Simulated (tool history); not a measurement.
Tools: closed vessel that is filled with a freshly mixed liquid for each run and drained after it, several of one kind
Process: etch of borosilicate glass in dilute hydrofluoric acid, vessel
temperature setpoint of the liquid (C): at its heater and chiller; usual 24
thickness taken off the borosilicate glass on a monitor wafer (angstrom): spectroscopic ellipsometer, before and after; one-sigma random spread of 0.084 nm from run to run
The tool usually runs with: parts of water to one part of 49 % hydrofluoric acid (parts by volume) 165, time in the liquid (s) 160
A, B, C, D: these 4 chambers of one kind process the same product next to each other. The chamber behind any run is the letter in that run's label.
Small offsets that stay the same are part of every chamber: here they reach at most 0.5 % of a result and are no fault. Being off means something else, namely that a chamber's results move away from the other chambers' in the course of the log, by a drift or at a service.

run,hour,temperature setpoint of the liquid (C),parts of water to one part of 49 % hydrofluoric acid (parts by volume),time in the liquid (s),"read-back film thickness of the borosilicate glass reference wafer, read on the same gauge (nm)",thickness taken off the borosilicate glass on a monitor wafer (angstrom)
1A,15.5,24,165,160,90.007,152.60
2C,30.7,24,165,160,90.006,154.30
3D,41.8,24,165,160,89.983,151.75
4B,56.7,24,165,160,90.007,151.62
5B,65.6,24,165,220,90.007,208.82
6C,76.5,24,165,220,90.009,209.28
7A,90.9,24,165,220,90.007,210.20
8D,101.4,24,165,220,90.002,209.59
# hour 107.2: chamber D: thermometer replaced
9D,115.4,24,165,160,90.032,152.82
10B,127.0,24,165,160,89.999,155.15
11A,134.5,24,165,160,89.989,154.04
12C,146.4,24,165,160,90.003,153.87
13D,155.8,24,165,160,90.004,151.16
14B,165.0,24,165,160,90.033,157.44
15C,176.3,24,165,160,89.989,155.03
16A,187.5,24,165,160,89.995,152.62
17D,199.2,24,165,160,89.979,152.94
18B,210.9,24,135,160,90.027,200.54
19C,225.7,24,135,160,90.017,194.30
20A,235.5,24,135,160,89.987,193.22
21A,251.5,24,135,160,90.003,193.73
22C,263.5,24,165,160,90.014,154.50
23D,276.3,24,165,160,90.021,154.01
24B,283.5,24,165,160,90.007,160.65

Next, all 4 chambers run the settings below, one line each with question marks for the results. What does each chamber give?
25A,295.5,24,165,160,,?
25B,295.5,24,165,160,,?
25C,295.5,24,165,160,,?
25D,295.5,24,165,160,,?

run,thickness taken off the borosilicate glass on a monitor wafer (angstrom)
25A,152.57
25B,163.93
25C,152.46
25D,152.97

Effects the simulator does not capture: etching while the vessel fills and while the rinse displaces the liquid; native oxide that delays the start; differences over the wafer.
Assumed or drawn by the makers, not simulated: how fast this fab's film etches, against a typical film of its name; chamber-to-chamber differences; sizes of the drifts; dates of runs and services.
